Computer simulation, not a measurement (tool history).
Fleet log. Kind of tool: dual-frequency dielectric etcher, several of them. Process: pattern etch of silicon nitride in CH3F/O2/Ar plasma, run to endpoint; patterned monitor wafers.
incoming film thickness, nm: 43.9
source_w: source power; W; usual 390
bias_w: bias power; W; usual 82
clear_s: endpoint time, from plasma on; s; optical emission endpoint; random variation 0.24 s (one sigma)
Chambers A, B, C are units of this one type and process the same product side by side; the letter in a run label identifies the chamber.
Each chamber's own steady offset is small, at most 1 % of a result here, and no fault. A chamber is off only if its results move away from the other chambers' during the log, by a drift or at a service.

run   hour  source_w  bias_w  clear_s
 1C    7.4       390      82   61.012
 2A   14.7       390      82   62.363
 3B   21.7       390      82   61.092
 4B   30.7       390      82   60.906
 5C   36.7       390      82   61.112
 6A   41.7       390      82   62.112
 7C   46.5       430      94   56.004
 8B   54.8       430      94   56.182
 9A   58.6       430      94   57.071
10B   64.1       390      82     60.9
11C   68.8       330      74   66.746
12A   73.3       330      74   67.618
13A   81.7       330      74   68.273
14B   90.3       390      82   61.238
      91.3  -- chamber C: wet clean of the chamber
15C   96.3       390      82    63.93
16C  102.8       390      82   63.953
17A  109.6       390      82   61.491
18B  116.7       390      82   60.915
19C  121.8       390      82   64.144
20B  128.2       390      82   61.067
21A  136.7       390      82   61.584
22A  144.9       300      90   66.173
23C  152.1       300      90   67.913
24B  157.4       300      90   65.415
25C  164.6       390      88   62.479
26B  172.3       390      88   59.348

Predict what each chamber gives when all 3 of them run the settings below next.
27A  178.7       390      74        ?
27B  178.7       390      74        ?
27C  178.7       390      74        ?

run  clear_s
27A   64.116
27B   63.316
27C   65.897

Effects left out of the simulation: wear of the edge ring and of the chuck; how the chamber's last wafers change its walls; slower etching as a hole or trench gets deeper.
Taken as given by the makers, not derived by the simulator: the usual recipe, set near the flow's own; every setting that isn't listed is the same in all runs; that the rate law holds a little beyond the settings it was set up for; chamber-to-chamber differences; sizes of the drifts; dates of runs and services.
